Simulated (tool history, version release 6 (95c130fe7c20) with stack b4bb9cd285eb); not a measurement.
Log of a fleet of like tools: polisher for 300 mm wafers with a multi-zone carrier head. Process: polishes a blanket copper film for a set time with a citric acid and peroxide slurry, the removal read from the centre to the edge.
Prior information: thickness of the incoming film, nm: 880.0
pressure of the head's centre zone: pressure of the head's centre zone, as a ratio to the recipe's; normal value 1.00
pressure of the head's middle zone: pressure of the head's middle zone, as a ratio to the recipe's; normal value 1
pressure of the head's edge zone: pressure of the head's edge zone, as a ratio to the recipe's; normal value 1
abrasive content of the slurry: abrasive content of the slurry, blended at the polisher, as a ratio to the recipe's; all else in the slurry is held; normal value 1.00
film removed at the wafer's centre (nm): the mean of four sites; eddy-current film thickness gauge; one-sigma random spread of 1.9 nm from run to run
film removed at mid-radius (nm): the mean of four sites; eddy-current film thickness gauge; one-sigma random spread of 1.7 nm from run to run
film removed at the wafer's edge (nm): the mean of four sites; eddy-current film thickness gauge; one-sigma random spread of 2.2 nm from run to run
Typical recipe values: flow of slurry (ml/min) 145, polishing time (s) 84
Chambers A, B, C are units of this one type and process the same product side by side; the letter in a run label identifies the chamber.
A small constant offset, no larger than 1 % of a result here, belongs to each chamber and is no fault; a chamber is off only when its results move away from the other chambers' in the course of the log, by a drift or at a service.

run	hour	flow of slurry (ml/min)	pressure of the head's centre zone	pressure of the head's middle zone	pressure of the head's edge zone	abrasive content of the slurry	polishing time (s)	film removed at the wafer's centre (nm)	film removed at mid-radius (nm)	film removed at the wafer's edge (nm)
# hour 3.3: chamber B: slurry nozzle cleaned
1A	3.4	145	1.00	1	1	1.00	84	170.04	173.37	170.32
2B	5.7	145	1.00	1	1	1.00	84	167.97	167.32	168.82
3C	8.2	145	1.00	1	1	1.00	84	167.24	166.29	169.99
# hour 10.0: chamber C: edge zone pressure recalibrated
4C	13.4	145	1.00	1	1	1.00	84	167.56	165.30	169.26
5A	17.3	145	1.00	1	1	1.00	84	168.24	168.40	168.50
# hour 17.8: chamber A: slurry nozzle cleaned
6B	20.9	145	1.00	1	1	1.00	84	167.74	168.98	169.80
7C	23.8	145	1.00	1	1	1.00	84	164.32	167.63	170.97
8B	28.2	145	1.08	1	1	0.75	84	170.64	158.52	159.41
9A	31.9	145	1.08	1	1	0.75	84	177.84	158.47	156.84
10C	36.7	145	1.08	1	1	0.75	84	170.65	156.39	160.07
11B	40.9	145	1.00	1	1	1.00	84	166.36	168.82	171.13
12A	44.5	105	1.00	1	1	1.00	84	156.68	156.55	160.71
13C	48.3	105	1.00	1	1	1.00	84	150.76	156.34	160.53
14B	51.7	105	1.00	1	1	1.00	84	154.75	156.41	157.62
15A	55.5	145	1.00	1	1	1.00	84	172.34	171.59	171.36
16A	58.6	145	0.89	1	1	1.00	84	149.34	169.48	168.22
# hour 62.5: chamber C: worn pad replaced by a new one
17C	63.0	145	0.89	1	1	1.00	84	146.75	171.38	166.92
18B	67.8	145	0.89	1	1	1.00	84	147.15	168.15	167.67
19C	72.6	145	0.90	1	1	1.25	84	153.60	177.33	180.86
# hour 73.1: chamber B: worn pad replaced by a new one
20A	76.0	145	0.90	1	1	1.25	84	154.85	178.07	176.69
21B	79.3	145	0.90	1	1	1.25	84	155.68	174.43	177.73
22C	83.6	145	1.00	1	1	1.00	84	169.88	168.48	172.14
23A	87.5	145	1.00	1	1	1.00	84	171.13	169.81	168.83
24B	91.7	145	1.00	1	1	1.00	84	167.41	170.81	169.76
25A	95.2	145	1.00	1	1	1.25	84	176.67	178.11	180.26
26C	99.2	145	1.00	1	1	1.25	84	176.76	179.07	177.49
27B	103.7	145	1.00	1	1	1.25	84	176.56	174.05	173.37
# hour 108.1: chamber A: worn pad replaced by a new one
28B	108.4	145	1.00	1	1	1.00	84	167.89	170.39	168.48
29A	111.6	145	1.00	1	1	1.00	84	168.27	169.83	170.34
30C	115.9	145	1.00	1	1	1.00	84	164.03	165.80	167.74
31B	120.7	145	1.00	1	1	1.00	84	166.65	167.05	167.67
32A	124.1	145	1.00	1	1	1.00	84	170.23	168.59	168.51
33C	127.2	145	1.00	1	1	1.00	84	167.82	171.91	169.36

All chambers now run identical settings, listed one chamber a line with results as question marks. What results will each chamber show?
34A	131.1	145	1.00	1	1	1.00	84	?	?	?
34B	131.1	145	1.00	1	1	1.00	84	?	?	?
34C	131.1	145	1.00	1	1	1.00	84	?	?	?

run	film removed at the wafer's centre (nm)	film removed at mid-radius (nm)	film removed at the wafer's edge (nm)
34A	168.08	170.68	169.27
34B	169.79	168.26	168.11
34C	168.11	167.57	169.50

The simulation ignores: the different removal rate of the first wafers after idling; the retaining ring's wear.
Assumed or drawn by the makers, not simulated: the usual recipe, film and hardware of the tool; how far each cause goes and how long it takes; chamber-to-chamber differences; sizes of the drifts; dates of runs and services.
